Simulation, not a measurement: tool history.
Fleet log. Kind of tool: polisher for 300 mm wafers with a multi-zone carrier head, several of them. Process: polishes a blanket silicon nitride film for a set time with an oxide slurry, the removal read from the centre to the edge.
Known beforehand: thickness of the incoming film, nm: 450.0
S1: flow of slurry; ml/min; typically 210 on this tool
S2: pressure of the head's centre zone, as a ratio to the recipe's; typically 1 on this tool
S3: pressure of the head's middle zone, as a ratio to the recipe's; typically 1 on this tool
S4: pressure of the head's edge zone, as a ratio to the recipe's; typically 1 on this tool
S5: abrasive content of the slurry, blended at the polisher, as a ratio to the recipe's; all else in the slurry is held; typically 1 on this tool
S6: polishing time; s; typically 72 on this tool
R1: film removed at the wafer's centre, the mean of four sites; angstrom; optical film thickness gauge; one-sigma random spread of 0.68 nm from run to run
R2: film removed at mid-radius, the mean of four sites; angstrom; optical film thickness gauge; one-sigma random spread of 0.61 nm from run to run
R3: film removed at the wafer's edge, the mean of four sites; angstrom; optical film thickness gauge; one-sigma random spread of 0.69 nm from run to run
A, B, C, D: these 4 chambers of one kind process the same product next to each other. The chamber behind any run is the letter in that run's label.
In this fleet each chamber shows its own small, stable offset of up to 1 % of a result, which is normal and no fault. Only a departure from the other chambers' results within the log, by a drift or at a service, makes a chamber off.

run 1C hour=7.9 | S1=210 S2=1 S3=1 S4=1 S5=1 S6=72 | R1=530.31 R2=546.73 R3=546.64
-- hour=10.3 chamber C: worn pad replaced by a new one
run 2B hour=15.5 | S1=210 S2=1 S3=1 S4=1 S5=1 S6=72 | R1=545.68 R2=531.24 R3=533.78
run 3D hour=25.3 | S1=210 S2=1 S3=1 S4=1 S5=1 S6=72 | R1=522.94 R2=542.48 R3=535.78
run 4A hour=34.6 | S1=210 S2=1 S3=1 S4=1 S5=1 S6=72 | R1=545.06 R2=540.18 R3=554.18
run 5C hour=43.8 | S1=210 S2=1 S3=1 S4=1 S5=1 S6=72 | R1=531.38 R2=539.65 R3=558.36
run 6A hour=57.6 | S1=210 S2=1 S3=1 S4=1 S5=1 S6=72 | R1=549.65 R2=543.17 R3=538.16
run 7D hour=66.6 | S1=210 S2=1 S3=1 S4=1 S5=1 S6=72 | R1=538.58 R2=537.95 R3=548.54
-- hour=73.7 chamber C: centre zone pressure recalibrated
-- hour=77.7 chamber D: worn pad replaced by a new one
-- hour=80.5 chamber D: slurry nozzle cleaned
run 8B hour=81.2 | S1=210 S2=1 S3=1 S4=1 S5=1 S6=72 | R1=540.83 R2=539.85 R3=546.6
-- hour=85.6 chamber A: worn pad replaced by a new one
-- hour=87.1 chamber C: slurry nozzle cleaned
run 9B hour=89.3 | S1=210 S2=1 S3=1 S4=1 S5=1 S6=72 | R1=543.4 R2=529.7 R3=548.22
-- hour=95.8 chamber A: slurry nozzle cleaned
run 10C hour=102 | S1=210 S2=1 S3=1 S4=1 S5=1 S6=72 | R1=538.97 R2=544.67 R3=548.75
run 11D hour=115.4 | S1=210 S2=1 S3=1 S4=1 S5=1 S6=72 | R1=541.42 R2=545.97 R3=541.15
-- hour=126.3 chamber A: centre zone pressure recalibrated
run 12A hour=126.9 | S1=210 S2=1 S3=1 S4=1 S5=1 S6=72 | R1=537.08 R2=530.43 R3=537.74
-- hour=130 chamber C: worn pad replaced by a new one
run 13D hour=139.2 | S1=210 S2=1 S3=1 S4=0.92 S5=1 S6=72 | R1=539.52 R2=535.26 R3=519.03
run 14A hour=150.1 | S1=210 S2=1 S3=1 S4=0.92 S5=1 S6=72 | R1=545.64 R2=546.57 R3=514.87
-- hour=151.2 chamber B: worn pad replaced by a new one
run 15B hour=159.6 | S1=210 S2=1 S3=1 S4=0.92 S5=1 S6=72 | R1=537.24 R2=542.15 R3=529.7
run 16C hour=172.4 | S1=210 S2=1 S3=1 S4=0.92 S5=1 S6=72 | R1=546.2 R2=541.81 R3=527.29
run 17A hour=184.3 | S1=210 S2=1 S3=1 S4=1 S5=1 S6=72 | R1=557.27 R2=545.86 R3=550.15
-- hour=187.7 chamber D: worn pad replaced by a new one
run 18B hour=196.9 | S1=160 S2=1 S3=1 S4=0.92 S5=1 S6=72 | R1=516.06 R2=517.76 R3=510.69
run 19D hour=204.6 | S1=160 S2=1 S3=1 S4=0.92 S5=1 S6=72 | R1=511.45 R2=523.05 R3=492.93
-- hour=204.9 chamber B: edge zone pressure recalibrated
-- hour=209.2 chamber A: worn pad replaced by a new one
run 20C hour=214.1 | S1=160 S2=1 S3=1 S4=0.92 S5=1 S6=72 | R1=511.66 R2=510.8 R3=503.09
run 21C hour=221.8 | S1=160 S2=1 S3=1 S4=0.92 S5=1 S6=72 | R1=528.07 R2=516.21 R3=510.8
run 22A hour=232.3 | S1=160 S2=1 S3=1 S4=1 S5=1.1 S6=72 | R1=541.58 R2=548.66 R3=539.98
run 23D hour=238.9 | S1=160 S2=1 S3=1 S4=1 S5=1.1 S6=72 | R1=529.19 R2=557.55 R3=541.67
run 24B hour=246.4 | S1=160 S2=1 S3=1 S4=1 S5=1.1 S6=72 | R1=525.22 R2=543.17 R3=550.77
-- hour=257.6 chamber C: worn pad replaced by a new one
run 25C hour=260.3 | S1=160 S2=1 S3=1 S4=1 S5=1.1 S6=72 | R1=537.18 R2=546.65 R3=552.16
run 26A hour=269.8 | S1=235 S2=1 S3=1 S4=1 S5=1 S6=72 | R1=562.03 R2=551.25 R3=552.29
run 27B hour=278.9 | S1=235 S2=1 S3=1 S4=1 S5=1 S6=72 | R1=555.16 R2=550.54 R3=558.2
-- hour=287 chamber D: worn pad replaced by a new one
run 28D hour=292.6 | S1=235 S2=1 S3=1 S4=1 S5=1 S6=72 | R1=560.7 R2=557.81 R3=549.57

Which is it: a chamber that has drifted or been left off by a service, a gauge drift common to all chambers, or only each chamber's usual small offset? If a chamber is off, name it and its likeliest cause.

Nothing is wrong: each chamber keeps only its own small, steady offset and the gauge holds still.
